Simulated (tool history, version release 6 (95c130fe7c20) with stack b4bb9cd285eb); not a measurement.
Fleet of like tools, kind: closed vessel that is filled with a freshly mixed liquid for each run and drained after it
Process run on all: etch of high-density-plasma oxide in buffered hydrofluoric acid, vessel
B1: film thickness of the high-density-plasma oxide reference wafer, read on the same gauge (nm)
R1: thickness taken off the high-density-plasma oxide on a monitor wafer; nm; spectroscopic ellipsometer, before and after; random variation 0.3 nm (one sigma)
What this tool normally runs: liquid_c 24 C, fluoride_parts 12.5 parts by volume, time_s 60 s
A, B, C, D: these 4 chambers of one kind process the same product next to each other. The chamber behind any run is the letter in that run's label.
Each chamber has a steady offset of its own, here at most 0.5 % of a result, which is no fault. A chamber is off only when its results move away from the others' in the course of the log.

Run 1A, hour 6.5: usual settings; B1 59.996. Result: R1 59.742 nm.
Run 2B, hour 17.3: usual settings; B1 60.006. Result: R1 60.447 nm.
Run 3C, hour 29.9: usual settings; B1 60.013. Result: R1 60.255 nm.
Run 4D, hour 41.9: usual settings; B1 59.984. Result: R1 61.018 nm.
Run 5D, hour 49.8: usual settings; B1 59.997. Result: R1 60.631 nm.
Run 6B, hour 62.5: usual settings; B1 59.984. Result: R1 60.261 nm.
Run 7A, hour 74.7: usual settings; B1 60.006. Result: R1 59.502 nm.
Run 8C, hour 86.6: usual settings; B1 59.996. Result: R1 60.275 nm.
Run 9C, hour 97.1: usual settings; B1 59.995. Result: R1 60.321 nm.
Run 10B, hour 104.7: usual settings; B1 59.978. Result: R1 60.663 nm.
Run 11A, hour 116: usual settings; B1 59.996. Result: R1 60.096 nm.
Run 12D, hour 124.7: usual settings; B1 59.998. Result: R1 60.1 nm.
Run 13D, hour 136: usual settings; B1 60.002. Result: R1 59.972 nm.
Run 14C, hour 149.7: usual settings; B1 60.01. Result: R1 60.341 nm.
Run 15B, hour 162.2: usual settings; B1 59.999. Result: R1 60.486 nm.
Run 16A, hour 172.1: usual settings but liquid_c 27.5 C, time_s 40 s; B1 60. Result: R1 48.522 nm.
Run 17D, hour 182.6: usual settings but liquid_c 27.5 C, time_s 40 s; B1 60.029. Result: R1 48.569 nm.
Run 18A, hour 196.1: usual settings but liquid_c 27.5 C, time_s 40 s; B1 59.987. Result: R1 48.14 nm.
At hour 201.4: chamber D: thermometer replaced.
Run 19C, hour 202.7: usual settings but liquid_c 27.5 C, time_s 40 s; B1 59.997. Result: R1 48.302 nm.
Run 20B, hour 216: usual settings; B1 60.003. Result: R1 60.3 nm.
Run 21C, hour 222.9: usual settings; B1 60.014. Result: R1 60.41 nm.
Run 22A, hour 229.4: usual settings but liquid_c 28 C; B1 59.999. Result: R1 74.23 nm.
Run 23D, hour 241.3: usual settings but liquid_c 28 C; B1 59.995. Result: R1 74.849 nm.
Run 24B, hour 251.9: usual settings but liquid_c 28 C; B1 59.999. Result: R1 74.885 nm.
Run 25A, hour 263: usual settings but liquid_c 28 C; B1 59.97. Result: R1 74.923 nm.
At hour 268: chamber B: thermometer replaced.
Run 26C, hour 270.7: usual settings; B1 60.001. Result: R1 59.969 nm.
At hour 273.5: chamber D: hydrofluoric acid flow meter replaced.
Run 27B, hour 280.1: usual settings; B1 59.984. Result: R1 59.996 nm.
Run 28D, hour 293.2: usual settings; B1 60.038. Result: R1 60.155 nm.
Run 29B, hour 302.9: usual settings; B1 59.989. Result: R1 60.884 nm.

Read the log: is a single chamber off, either drifting away or since a service, is the gauge that measures every chamber drifting, or is nothing wrong beyond small per-chamber offsets? Name any odd chamber and what most likely caused it.

No chamber is off and the gauge is stable; the differences are just each chamber's small, constant offset.
